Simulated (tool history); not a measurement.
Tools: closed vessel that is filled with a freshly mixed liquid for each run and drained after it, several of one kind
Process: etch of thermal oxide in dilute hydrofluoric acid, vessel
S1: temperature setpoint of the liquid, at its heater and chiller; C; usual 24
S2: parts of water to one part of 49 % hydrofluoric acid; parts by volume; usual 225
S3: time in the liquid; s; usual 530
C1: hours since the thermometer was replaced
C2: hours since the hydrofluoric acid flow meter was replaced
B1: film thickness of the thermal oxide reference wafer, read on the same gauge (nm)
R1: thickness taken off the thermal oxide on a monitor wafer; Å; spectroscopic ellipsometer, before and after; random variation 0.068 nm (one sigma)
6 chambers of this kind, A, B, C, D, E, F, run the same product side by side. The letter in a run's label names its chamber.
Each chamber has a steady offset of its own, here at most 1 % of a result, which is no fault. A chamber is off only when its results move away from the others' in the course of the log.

{"run": "1C", "hour": 5.8, "S1": 24, "S2": 225, "S3": 530, "C1": 1632.2, "C2": 481.5, "B1": 50.029, "R1": 96.715}
{"run": "2E", "hour": 16.5, "S1": 24, "S2": 225, "S3": 530, "C1": 705, "C2": 422.5, "B1": 49.971, "R1": 97.4}
{"run": "3A", "hour": 23.4, "S1": 24, "S2": 225, "S3": 530, "C1": 2286.4, "C2": 278.8, "B1": 49.994, "R1": 96.082}
{"run": "4B", "hour": 28.9, "S1": 24, "S2": 225, "S3": 530, "C1": 927.3, "C2": 802, "B1": 50.013, "R1": 96.5}
{"hour": 32.6, "done": "chamber A: thermometer replaced"}
{"run": "5D", "hour": 37.2, "S1": 24, "S2": 225, "S3": 530, "C1": 1794.3, "C2": 394.7, "B1": 49.968, "R1": 97.232}
{"run": "6F", "hour": 47.3, "S1": 24, "S2": 225, "S3": 530, "C1": 853.3, "C2": 174.5, "B1": 50.044, "R1": 95.459}
{"run": "7C", "hour": 57.9, "S1": 24, "S2": 225, "S3": 530, "C1": 1684.3, "C2": 533.6, "B1": 49.988, "R1": 96.718}
{"run": "8F", "hour": 63.9, "S1": 24, "S2": 225, "S3": 530, "C1": 869.9, "C2": 191.1, "B1": 50.03, "R1": 95.327}
{"run": "9A", "hour": 72.9, "S1": 24, "S2": 225, "S3": 530, "C1": 40.4, "C2": 328.3, "B1": 50.003, "R1": 96.62}
{"run": "10D", "hour": 79.2, "S1": 24, "S2": 225, "S3": 530, "C1": 1836.3, "C2": 436.7, "B1": 49.98, "R1": 96.29}
{"run": "11B", "hour": 87.2, "S1": 24, "S2": 225, "S3": 530, "C1": 985.6, "C2": 860.3, "B1": 50.007, "R1": 95.544}
{"run": "12E", "hour": 95.8, "S1": 24, "S2": 225, "S3": 530, "C1": 784.3, "C2": 501.8, "B1": 49.985, "R1": 96.454}
{"run": "13F", "hour": 103.4, "S1": 24, "S2": 225, "S3": 530, "C1": 909.4, "C2": 230.6, "B1": 49.988, "R1": 96.14}
{"run": "14A", "hour": 110.8, "S1": 24, "S2": 225, "S3": 530, "C1": 78.3, "C2": 366.2, "B1": 49.971, "R1": 95.971}
{"run": "15C", "hour": 116.9, "S1": 24, "S2": 225, "S3": 530, "C1": 1743.3, "C2": 592.6, "B1": 49.99, "R1": 96.648}
{"run": "16B", "hour": 126.2, "S1": 24, "S2": 225, "S3": 530, "C1": 1024.6, "C2": 899.3, "B1": 50.042, "R1": 96.256}
{"run": "17E", "hour": 132.4, "S1": 24, "S2": 225, "S3": 530, "C1": 820.9, "C2": 538.4, "B1": 49.99, "R1": 97.437}
{"run": "18D", "hour": 142.3, "S1": 24, "S2": 225, "S3": 530, "C1": 1899.4, "C2": 499.8, "B1": 49.997, "R1": 97.584}
{"run": "19C", "hour": 151.7, "S1": 24, "S2": 225, "S3": 530, "C1": 1778.1, "C2": 627.4, "B1": 50.015, "R1": 96.336}
{"run": "20F", "hour": 157.9, "S1": 24, "S2": 225, "S3": 530, "C1": 963.9, "C2": 285.1, "B1": 50.017, "R1": 96.351}
{"run": "21B", "hour": 168.6, "S1": 24, "S2": 225, "S3": 530, "C1": 1067, "C2": 941.7, "B1": 50.001, "R1": 97.023}
{"run": "22E", "hour": 179.1, "S1": 24, "S2": 225, "S3": 530, "C1": 867.6, "C2": 585.1, "B1": 50.03, "R1": 96.929}
{"run": "23A", "hour": 187.0, "S1": 24, "S2": 225, "S3": 530, "C1": 154.5, "C2": 442.4, "B1": 50.065, "R1": 94.482}
{"run": "24D", "hour": 192.3, "S1": 24, "S2": 225, "S3": 530, "C1": 1949.4, "C2": 549.8, "B1": 49.951, "R1": 97.241}
{"run": "25F", "hour": 202.8, "S1": 24, "S2": 225, "S3": 530, "C1": 1008.8, "C2": 330, "B1": 49.959, "R1": 96.613}
{"run": "26B", "hour": 212.6, "S1": 24, "S2": 225, "S3": 530, "C1": 1111, "C2": 985.7, "B1": 50.044, "R1": 96.158}
{"run": "27E", "hour": 221.3, "S1": 24, "S2": 225, "S3": 530, "C1": 909.8, "C2": 627.3, "B1": 50.005, "R1": 97.2}
{"run": "28C", "hour": 226.1, "S1": 24, "S2": 225, "S3": 530, "C1": 1852.5, "C2": 701.8, "B1": 50.001, "R1": 96.619}
{"run": "29D", "hour": 234.9, "S1": 27.5, "S2": 225, "S3": 530, "C1": 1992, "C2": 592.4, "B1": 49.989, "R1": 110.02}
{"run": "30A", "hour": 244.6, "S1": 27.5, "S2": 225, "S3": 530, "C1": 212.1, "C2": 500, "B1": 49.994, "R1": 110.26}
{"run": "31A", "hour": 254.5, "S1": 27.5, "S2": 225, "S3": 530, "C1": 222, "C2": 509.9, "B1": 49.995, "R1": 107.64}
{"run": "32C", "hour": 263.1, "S1": 27.5, "S2": 225, "S3": 530, "C1": 1889.5, "C2": 738.8, "B1": 50.041, "R1": 111.46}
{"run": "33E", "hour": 269.5, "S1": 27.5, "S2": 225, "S3": 530, "C1": 958, "C2": 675.5, "B1": 50.02, "R1": 110.47}
{"hour": 273.8, "done": "chamber A: hydrofluoric acid flow meter replaced"}
{"hour": 274.0, "done": "chamber F: hydrofluoric acid flow meter replaced"}
{"run": "34D", "hour": 275.7, "S1": 27.5, "S2": 225, "S3": 530, "C1": 2032.8, "C2": 633.2, "B1": 50.012, "R1": 110.49}
{"run": "35F", "hour": 286.4, "S1": 24, "S2": 225, "S3": 530, "C1": 1092.4, "C2": 12.5, "B1": 50.021, "R1": 96.999}
{"run": "36B", "hour": 294.0, "S1": 24, "S2": 225, "S3": 530, "C1": 1192.4, "C2": 1067.1, "B1": 50.035, "R1": 96.926}
{"run": "37C", "hour": 299.6, "S1": 24, "S2": 225, "S3": 530, "C1": 1926, "C2": 775.3, "B1": 50.007, "R1": 96.125}
{"run": "38D", "hour": 305.3, "S1": 24, "S2": 225, "S3": 530, "C1": 2062.4, "C2": 662.8, "B1": 50.028, "R1": 98.323}
{"run": "39F", "hour": 314.3, "S1": 24, "S2": 225, "S3": 530, "C1": 1120.3, "C2": 40.4, "B1": 49.967, "R1": 95.977}
{"run": "40B", "hour": 319.7, "S1": 24, "S2": 225, "S3": 530, "C1": 1218.1, "C2": 1092.8, "B1": 50.032, "R1": 96.507}
{"run": "41E", "hour": 328.4, "S1": 24, "S2": 225, "S3": 530, "C1": 1016.9, "C2": 734.4, "B1": 49.995, "R1": 98.01}
{"run": "42A", "hour": 336.2, "S1": 24, "S2": 225, "S3": 530, "C1": 303.7, "C2": 62.4, "B1": 50.006, "R1": 97.976}
{"run": "43C", "hour": 344.1, "S1": 24, "S2": 225, "S3": 530, "C1": 1970.5, "C2": 819.8, "B1": 50.036, "R1": 95.577}
{"run": "44E", "hour": 350.0, "S1": 24, "S2": 225, "S3": 530, "C1": 1038.5, "C2": 756, "B1": 50.006, "R1": 96.137}

Next, every chamber runs the same settings. What will each give?
{"run": "45A", "hour": 357.7, "S1": 24, "S2": 225, "S3": 530, "R1": "?"}
{"run": "45B", "hour": 357.7, "S1": 24, "S2": 225, "S3": 530, "R1": "?"}
{"run": "45C", "hour": 357.7, "S1": 24, "S2": 225, "S3": 530, "R1": "?"}
{"run": "45D", "hour": 357.7, "S1": 24, "S2": 225, "S3": 530, "R1": "?"}
{"run": "45E", "hour": 357.7, "S1": 24, "S2": 225, "S3": 530, "R1": "?"}
{"run": "45F", "hour": 357.7, "S1": 24, "S2": 225, "S3": 530, "R1": "?"}

run=45A R1=97.385
run=45B R1=97.141
run=45C R1=96.51
run=45D R1=96.802
run=45E R1=97.28
run=45F R1=95.792
